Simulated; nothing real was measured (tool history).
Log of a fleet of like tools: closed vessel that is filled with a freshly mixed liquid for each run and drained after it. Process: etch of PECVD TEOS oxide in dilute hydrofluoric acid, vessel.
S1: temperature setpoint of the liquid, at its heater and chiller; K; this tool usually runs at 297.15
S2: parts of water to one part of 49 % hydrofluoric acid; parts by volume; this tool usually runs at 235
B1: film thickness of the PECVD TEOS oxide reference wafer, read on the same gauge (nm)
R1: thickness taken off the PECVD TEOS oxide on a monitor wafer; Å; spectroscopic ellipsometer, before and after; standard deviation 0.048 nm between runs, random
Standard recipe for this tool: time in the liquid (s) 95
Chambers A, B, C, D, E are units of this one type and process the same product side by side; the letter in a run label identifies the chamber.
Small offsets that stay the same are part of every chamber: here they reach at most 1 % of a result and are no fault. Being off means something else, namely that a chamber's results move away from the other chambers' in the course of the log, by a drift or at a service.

Run 1C, hour 8.1: usual settings; B1 29.968. Result: R1 77.273 Å.
Run 2A, hour 21: usual settings; B1 29.999. Result: R1 76.528 Å.
Run 3D, hour 31.1: usual settings; B1 30.009. Result: R1 76.477 Å.
Run 4B, hour 37.9: usual settings; B1 29.994. Result: R1 76.462 Å.
Run 5E, hour 45.3: usual settings; B1 30.028. Result: R1 76.833 Å.
Run 6C, hour 59.8: usual settings; B1 30.008. Result: R1 76.55 Å.
At hour 66.7: chamber A: hydrofluoric acid flow meter replaced.
Run 7D, hour 67.9: usual settings; B1 30.017. Result: R1 76.394 Å.
Run 8B, hour 81.9: usual settings but time in the liquid (s) 135; B1 30.041. Result: R1 109.09 Å.
Run 9E, hour 94.6: usual settings but time in the liquid (s) 135; B1 30. Result: R1 108.76 Å.
Run 10A, hour 107.1: usual settings but time in the liquid (s) 135; B1 29.981. Result: R1 109.35 Å.
Run 11B, hour 114.7: usual settings but time in the liquid (s) 135; B1 30.012. Result: R1 109.79 Å.
Run 12A, hour 125.4: usual settings but time in the liquid (s) 135; B1 30.007. Result: R1 109.74 Å.
Run 13C, hour 132.1: usual settings; B1 29.997. Result: R1 77.175 Å.
At hour 134.8: chamber E: thermometer replaced.
Run 14E, hour 141.5: usual settings; B1 30.003. Result: R1 76.813 Å.
Run 15D, hour 154.4: usual settings; B1 30.009. Result: R1 76.628 Å.
Run 16C, hour 164.5: usual settings but S1 301.15 K, time in the liquid (s) 60; B1 29.991. Result: R1 55.586 Å.
Run 17A, hour 179.1: usual settings but S1 301.15 K, time in the liquid (s) 60; B1 30.013. Result: R1 56.707 Å.
Run 18E, hour 186.3: usual settings but S1 301.15 K, time in the liquid (s) 60; B1 30.009. Result: R1 55.942 Å.
Run 19B, hour 193.3: usual settings but S1 301.15 K, time in the liquid (s) 60; B1 30.017. Result: R1 56.025 Å.
Run 20D, hour 205.4: usual settings but S1 301.15 K, time in the liquid (s) 60; B1 29.978. Result: R1 55.393 Å.
Run 21D, hour 216.2: usual settings; B1 29.991. Result: R1 76.199 Å.
Run 22C, hour 222.7: usual settings; B1 30.003. Result: R1 76.106 Å.
Run 23E, hour 230.4: usual settings but S2 315 parts by volume; B1 29.984. Result: R1 53.384 Å.
Run 24B, hour 243: usual settings but S2 315 parts by volume; B1 30.004. Result: R1 53.124 Å.
Run 25A, hour 254.7: usual settings but S2 315 parts by volume; B1 29.994. Result: R1 54.047 Å.
Run 26B, hour 265.2: usual settings but S2 315 parts by volume; B1 29.986. Result: R1 52.457 Å.
Run 27C, hour 275.7: usual settings but S2 315 parts by volume; B1 30.023. Result: R1 53.007 Å.
Run 28A, hour 289.5: usual settings but S2 290 parts by volume, time in the liquid (s) 55; B1 29.976. Result: R1 35.222 Å.
Run 29D, hour 296.9: usual settings but S2 290 parts by volume, time in the liquid (s) 55; B1 30.018. Result: R1 34.032 Å.
Run 30E, hour 306.5: usual settings but S2 290 parts by volume, time in the liquid (s) 55; B1 29.977. Result: R1 34.409 Å.
Run 31D, hour 316.8: usual settings but S2 290 parts by volume, time in the liquid (s) 55; B1 30.001. Result: R1 33.744 Å.
Run 32B, hour 329.2: usual settings but S2 290 parts by volume, time in the liquid (s) 55; B1 30.014. Result: R1 34.051 Å.
Run 33C, hour 337.7: usual settings; B1 29.982. Result: R1 76.42 Å.
Run 34E, hour 347.7: usual settings; B1 30.003. Result: R1 77.13 Å.
Run 35A, hour 355.1: usual settings; B1 29.973. Result: R1 80.337 Å.
Run 36C, hour 364.5: usual settings; B1 30.037. Result: R1 77.364 Å.

All 5 chambers run these settings next. Forecast each chamber's results:
Run 37A, hour 375.1: usual settings but S1 299.15 K. Result: R1 ?.
Run 37B, hour 375.1: usual settings but S1 299.15 K. Result: R1 ?.
Run 37C, hour 375.1: usual settings but S1 299.15 K. Result: R1 ?.
Run 37D, hour 375.1: usual settings but S1 299.15 K. Result: R1 ?.
Run 37E, hour 375.1: usual settings but S1 299.15 K. Result: R1 ?.

run      R1
37A  85.238
37B  83.063
37C  82.129
37D   81.14
37E  81.782
